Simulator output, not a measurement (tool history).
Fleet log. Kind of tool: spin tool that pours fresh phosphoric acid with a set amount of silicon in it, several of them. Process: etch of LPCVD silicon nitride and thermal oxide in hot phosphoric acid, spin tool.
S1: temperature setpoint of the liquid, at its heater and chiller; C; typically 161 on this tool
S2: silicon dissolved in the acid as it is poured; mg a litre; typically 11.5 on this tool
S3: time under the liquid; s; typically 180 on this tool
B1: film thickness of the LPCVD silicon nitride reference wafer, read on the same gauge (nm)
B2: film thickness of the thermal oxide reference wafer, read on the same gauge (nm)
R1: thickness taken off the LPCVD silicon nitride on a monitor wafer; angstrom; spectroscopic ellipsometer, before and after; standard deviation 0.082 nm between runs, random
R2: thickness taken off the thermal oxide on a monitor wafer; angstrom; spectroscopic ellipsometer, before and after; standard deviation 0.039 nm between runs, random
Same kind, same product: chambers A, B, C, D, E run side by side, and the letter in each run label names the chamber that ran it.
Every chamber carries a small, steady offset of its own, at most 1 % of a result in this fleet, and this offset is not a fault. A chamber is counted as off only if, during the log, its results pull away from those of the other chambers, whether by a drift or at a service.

Run 1E, hour 6.4: usual settings; B1 100.01; B2 120.05. Result: R1 159.21 angstrom, R2 4.3988 angstrom.
At hour 12: chamber E: dissolved silicon flow meter replaced.
Run 2A, hour 13.4: usual settings; B1 100.02; B2 119.94. Result: R1 158.21 angstrom, R2 3.64 angstrom.
Run 3C, hour 18.5: usual settings; B1 99.995; B2 119.97. Result: R1 159.07 angstrom, R2 4.7637 angstrom.
Run 4D, hour 23.6: usual settings; B1 100; B2 120. Result: R1 157.74 angstrom, R2 3.7381 angstrom.
Run 5B, hour 30: usual settings; B1 99.991; B2 119.99. Result: R1 155.97 angstrom, R2 4.1457 angstrom.
At hour 32.5: chamber A: heated supply line repaired.
Run 6C, hour 34.7: usual settings; B1 99.994; B2 119.96. Result: R1 156.8 angstrom, R2 4.3089 angstrom.
Run 7A, hour 39: usual settings; B1 100; B2 119.99. Result: R1 156.59 angstrom, R2 4.4866 angstrom.
Run 8D, hour 44: usual settings; B1 100; B2 120.02. Result: R1 159.2 angstrom, R2 3.8503 angstrom.
Run 9B, hour 50.2: usual settings; B1 99.991; B2 119.99. Result: R1 155.53 angstrom, R2 3.3487 angstrom.
Run 10E, hour 55.9: usual settings; B1 100.02; B2 120. Result: R1 158.06 angstrom, R2 3.597 angstrom.
Run 11A, hour 59.4: usual settings; B1 99.974; B2 120.01. Result: R1 156.15 angstrom, R2 3.8322 angstrom.
At hour 59.6: chamber A: dissolved silicon flow meter replaced.
Run 12C, hour 65.5: usual settings; B1 99.995; B2 120.01. Result: R1 158.41 angstrom, R2 3.9554 angstrom.
Run 13B, hour 70.3: usual settings; B1 99.996; B2 120.05. Result: R1 155.72 angstrom, R2 4.0961 angstrom.
Run 14D, hour 74.4: usual settings; B1 100.01; B2 119.98. Result: R1 158.72 angstrom, R2 4.2392 angstrom.
Run 15E, hour 78.3: usual settings but S3 255 s; B1 100.03; B2 119.98. Result: R1 221.85 angstrom, R2 5.6166 angstrom.
Run 16C, hour 82.9: usual settings but S3 255 s; B1 99.982; B2 119.98. Result: R1 224.87 angstrom, R2 5.1306 angstrom.
Run 17B, hour 89.5: usual settings but S3 255 s; B1 100; B2 119.97. Result: R1 220.9 angstrom, R2 6.0981 angstrom.
Run 18E, hour 93.7: usual settings but S3 255 s; B1 100.01; B2 119.95. Result: R1 223.73 angstrom, R2 4.7448 angstrom.
Run 19D, hour 100.2: usual settings but S3 255 s; B1 99.99; B2 119.97. Result: R1 226.83 angstrom, R2 5.4426 angstrom.
Run 20A, hour 106.8: usual settings; B1 99.98; B2 119.99. Result: R1 157.97 angstrom, R2 3.9876 angstrom.
Run 21E, hour 111: usual settings; B1 100; B2 120. Result: R1 157.77 angstrom, R2 3.841 angstrom.
Run 22C, hour 115.6: usual settings; B1 100; B2 120.01. Result: R1 158.88 angstrom, R2 3.8495 angstrom.
Run 23A, hour 120.6: usual settings; B1 99.99; B2 119.98. Result: R1 157.02 angstrom, R2 3.7319 angstrom.
Run 24B, hour 126.4: usual settings; B1 100.01; B2 119.99. Result: R1 157.32 angstrom, R2 4.4931 angstrom.
Run 25D, hour 131.9: usual settings but S2 7.5 mg a litre, S3 250 s; B1 99.987; B2 119.95. Result: R1 224.7 angstrom, R2 6.7275 angstrom.
Run 26C, hour 137.7: usual settings but S2 7.5 mg a litre, S3 250 s; B1 99.998; B2 119.98. Result: R1 219.62 angstrom, R2 7.1646 angstrom.
At hour 142.5: chamber C: dissolved silicon flow meter replaced.
Run 27B, hour 144.3: usual settings but S2 7.5 mg a litre, S3 250 s; B1 99.991; B2 119.98. Result: R1 218.15 angstrom, R2 6.9314 angstrom.
Run 28A, hour 149.1: usual settings but S2 7.5 mg a litre, S3 250 s; B1 99.999; B2 120.04. Result: R1 218.74 angstrom, R2 5.8235 angstrom.
Run 29D, hour 155.1: usual settings but S2 7.5 mg a litre, S3 250 s; B1 99.974; B2 120. Result: R1 226.37 angstrom, R2 6.0723 angstrom.
Run 30E, hour 160.1: usual settings; B1 99.979; B2 120.01. Result: R1 157.14 angstrom, R2 5.0483 angstrom.
Run 31A, hour 165.5: usual settings; B1 100.02; B2 120.02. Result: R1 157.85 angstrom, R2 4.2094 angstrom.
Run 32D, hour 172.5: usual settings; B1 99.991; B2 119.99. Result: R1 162.62 angstrom, R2 4.72 angstrom.
Run 33C, hour 179.3: usual settings; B1 99.988; B2 119.93. Result: R1 158.63 angstrom, R2 4.0505 angstrom.
Run 34E, hour 185.4: usual settings; B1 100.01; B2 119.99. Result: R1 158.59 angstrom, R2 4.1691 angstrom.
Run 35B, hour 189: usual settings; B1 100; B2 119.93. Result: R1 155.57 angstrom, R2 3.8593 angstrom.
Run 36C, hour 194.7: usual settings; B1 99.991; B2 120.01. Result: R1 159.81 angstrom, R2 4.0798 angstrom.
Run 37A, hour 200.2: usual settings; B1 99.998; B2 119.99. Result: R1 159.4 angstrom, R2 4.4102 angstrom.
Run 38B, hour 204: usual settings; B1 99.984; B2 120.02. Result: R1 157.23 angstrom, R2 3.7861 angstrom.

Decide between three cases: one chamber stands off from its peers, the gauge reading all wafers drifts, or nothing is wrong past each chamber's small offset. Where a chamber is off, say which and what most likely put it there.

It is chamber D that slowly wanders off from its peers.
Cause: liquid hotter than its thermometer reads (K) = 1.17.

Here are 4 candidates for chamber D's next run, each the usual settings with a change, their results left as question marks. Which one brings its results back in line with what the others give on the usual settings?
In line means no further than this from the other chambers' mean on the usual settings: R1 2.9 angstrom; R2 1.4 angstrom
Run 39D-1, hour 209.2: usual settings but S1 160.5 C, S2 14 mg a litre, S3 170 s. Result: R1 ?, R2 ?.
Run 39D-2, hour 209.2: usual settings but S1 161.5 C, S2 9 mg a litre, S3 190 s. Result: R1 ?, R2 ?.
Run 39D-3, hour 209.2: usual settings but S1 160.5 C, S2 13 mg a litre, S3 175 s. Result: R1 ?, R2 ?.
Run 39D-4, hour 209.2: usual settings but S1 161.5 C, S2 10 mg a litre, S3 185 s. Result: R1 ?, R2 ?.

Mean of the other chambers on the usual settings: R1 157.67 angstrom; R2 3.998 angstrom
  run      R1      R2
39D-1  153.19  3.7569
39D-2  177.12  5.0769
39D-3   157.7  3.9617
39D-4  172.46  4.8359
The answer is 39D-3, which returns the chamber to within the allowed miss of the others.
